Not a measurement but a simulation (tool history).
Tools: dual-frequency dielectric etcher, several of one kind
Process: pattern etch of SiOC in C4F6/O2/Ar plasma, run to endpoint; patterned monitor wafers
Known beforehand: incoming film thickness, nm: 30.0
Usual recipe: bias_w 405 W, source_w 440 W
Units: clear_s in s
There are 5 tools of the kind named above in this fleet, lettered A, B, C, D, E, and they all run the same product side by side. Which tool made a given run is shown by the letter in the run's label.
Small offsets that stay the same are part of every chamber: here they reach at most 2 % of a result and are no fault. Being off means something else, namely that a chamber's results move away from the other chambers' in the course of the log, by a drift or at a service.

run   hour  bias_w  source_w  clear_s
 1C    5.3     405       440    10.71
 2D   13.6     405       440   10.571
 3B   23.1     405       440   10.611
 4E   32.3     405       440   10.518
      37.6  -- chamber D: wet clean of the chamber
 5A   38.1     405       440   10.427
 6C   48.5     405       440   10.703
 7B     55     405       440    10.62
 8E   64.9     405       440   10.558
 9A   71.3     405       440   10.491
10D   77.5     405       440   10.576
11D   86.7     405       340   11.594
12C   96.2     405       340   11.818
13E  103.9     405       340   11.576
14A  113.1     405       340   11.557
15B  121.7     405       340    11.68
16E  132.5     405       550   9.7145
17D  138.6     405       550   9.6995
18A  148.2     405       550   9.6196
19C  155.3     405       550   9.8014
20B  165.6     405       550   9.7954
21E  172.1     405       440   10.536
     172.6  -- chamber B: wet clean of the chamber
     173.1  -- chamber A: wet clean of the chamber
22A  181.7     405       440   10.538
23B  190.4     405       440   10.656
24C  196.1     405       440   10.704
25D  204.3     405       440   10.549
26C  210.1     405       440   10.744
27D  216.3     405       440   10.566
28E  224.9     405       440   10.617
29B  232.3     405       440   10.611
30A  238.9     405       440   10.402
     243.5  -- chamber A: source power generator calibrated
31A  245.1     405       440   10.449
32D  256.3     495       440   9.8325
33C  264.9     495       440   9.9157
34E  271.6     495       440   9.8675
35B  279.9     495       440   9.8922
36E  285.6     495       440   9.8647
37B  296.1     405       440   10.661
38C  301.9     405       440   10.696
39D  312.8     405       440   10.582
40A    321     405       440   10.468
41D  326.8     405       440   10.552
42C  333.6     405       440   10.674

Decide between three cases: one chamber stands off from its peers, the gauge reading all wafers drifts, or nothing is wrong past each chamber's small offset. Where a chamber is off, say which and what most likely put it there.

Beyond each chamber's small constant offset nothing stands out, and the gauge stays steady.

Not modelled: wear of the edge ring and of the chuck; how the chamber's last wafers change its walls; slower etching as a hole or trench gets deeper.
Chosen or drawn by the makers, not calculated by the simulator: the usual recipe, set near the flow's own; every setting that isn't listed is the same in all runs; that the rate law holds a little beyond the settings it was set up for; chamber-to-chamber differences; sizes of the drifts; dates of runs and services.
